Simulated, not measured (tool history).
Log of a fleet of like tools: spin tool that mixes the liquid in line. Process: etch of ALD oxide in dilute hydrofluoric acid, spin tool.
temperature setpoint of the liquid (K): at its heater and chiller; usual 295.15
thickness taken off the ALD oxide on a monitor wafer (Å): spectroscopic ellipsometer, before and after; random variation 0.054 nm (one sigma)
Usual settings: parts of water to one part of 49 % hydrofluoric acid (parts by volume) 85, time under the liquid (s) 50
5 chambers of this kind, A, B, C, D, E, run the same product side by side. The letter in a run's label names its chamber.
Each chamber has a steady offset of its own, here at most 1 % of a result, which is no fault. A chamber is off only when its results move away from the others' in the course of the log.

| run | day | temperature setpoint of the liquid (K) | parts of water to one part of 49 % hydrofluoric acid (parts by volume) | time under the liquid (s) | read-back film thickness of the ALD oxide reference wafer, read on the same gauge (nm) | thickness taken off the ALD oxide on a monitor wafer (Å) |
|---|---|---|---|---|---|---|
| 1E | 0.483 | 295.15 | 85 | 50 | 80.062 | 178.940 |
| 2C | 0.779 | 295.15 | 85 | 50 | 80.024 | 178.360 |
| 3B | 1.038 | 295.15 | 85 | 50 | 79.979 | 178.320 |
| 4D | 1.567 | 295.15 | 85 | 50 | 79.986 | 178.320 |
| 5A | 2.000 | 295.15 | 85 | 50 | 79.978 | 178.660 |
| 6D | 2.358 | 295.15 | 85 | 25 | 79.995 | 88.891 |
| 7C | 2.846 | 295.15 | 85 | 25 | 79.999 | 88.849 |
| 8A | 3.292 | 295.15 | 85 | 25 | 80.027 | 88.800 |
| 9E | 3.742 | 295.15 | 85 | 25 | 80.013 | 89.991 |
| 10B | 4.062 | 295.15 | 85 | 25 | 80.049 | 88.874 |
| 11C | 4.550 | 295.15 | 85 | 50 | 80.013 | 178.110 |
| 12A | 5.021 | 295.15 | 85 | 50 | 80.032 | 179.090 |
| 13D | 5.279 | 295.15 | 85 | 50 | 80.022 | 177.920 |
| 14B | 5.683 | 295.15 | 85 | 50 | 79.995 | 178.510 |
| 15E | 5.938 | 295.15 | 85 | 50 | 80.041 | 179.680 |
| 16C | 6.254 | 295.15 | 85 | 50 | 79.981 | 179.230 |
| 17E | 6.638 | 295.15 | 85 | 50 | 80.000 | 179.690 |
| 18A | 7.025 | 295.15 | 85 | 50 | 80.036 | 178.370 |
| 19D | 7.292 | 295.15 | 85 | 50 | 79.967 | 178.030 |
|  | 7.396 | chamber B: thermometer replaced |
| 20B | 7.767 | 295.15 | 85 | 50 | 80.023 | 179.190 |
|  | 8.238 | chamber E: thermometer replaced |
| 21D | 8.308 | 295.15 | 85 | 50 | 79.988 | 178.200 |
| 22A | 8.621 | 295.15 | 85 | 50 | 80.003 | 178.410 |
| 23B | 9.125 | 295.15 | 85 | 50 | 80.018 | 178.630 |
| 24C | 9.558 | 295.15 | 85 | 50 | 79.979 | 178.030 |
| 25E | 10.092 | 295.15 | 85 | 50 | 79.979 | 178.990 |
| 26B | 10.554 | 295.15 | 85 | 35 | 79.995 | 124.830 |
| 27D | 10.800 | 295.15 | 85 | 35 | 80.047 | 124.560 |
| 28E | 11.117 | 295.15 | 85 | 35 | 80.017 | 125.170 |
| 29C | 11.383 | 295.15 | 85 | 35 | 79.985 | 124.900 |
| 30A | 11.708 | 295.15 | 85 | 35 | 79.974 | 125.180 |
| 31B | 12.021 | 295.15 | 85 | 50 | 80.012 | 178.740 |
| 32C | 12.446 | 295.15 | 85 | 50 | 79.982 | 177.830 |
| 33D | 12.971 | 295.15 | 85 | 50 | 80.020 | 177.680 |
| 34E | 13.275 | 295.15 | 85 | 50 | 79.994 | 179.070 |
| 35A | 13.696 | 295.15 | 85 | 50 | 80.040 | 178.340 |

What goes on in this fleet: one chamber off, a drifting gauge, or nothing beyond the chambers' own small offsets? Name the chamber and the cause, if any.

No chamber stands off beyond its own small offset, and the gauge holds steady.
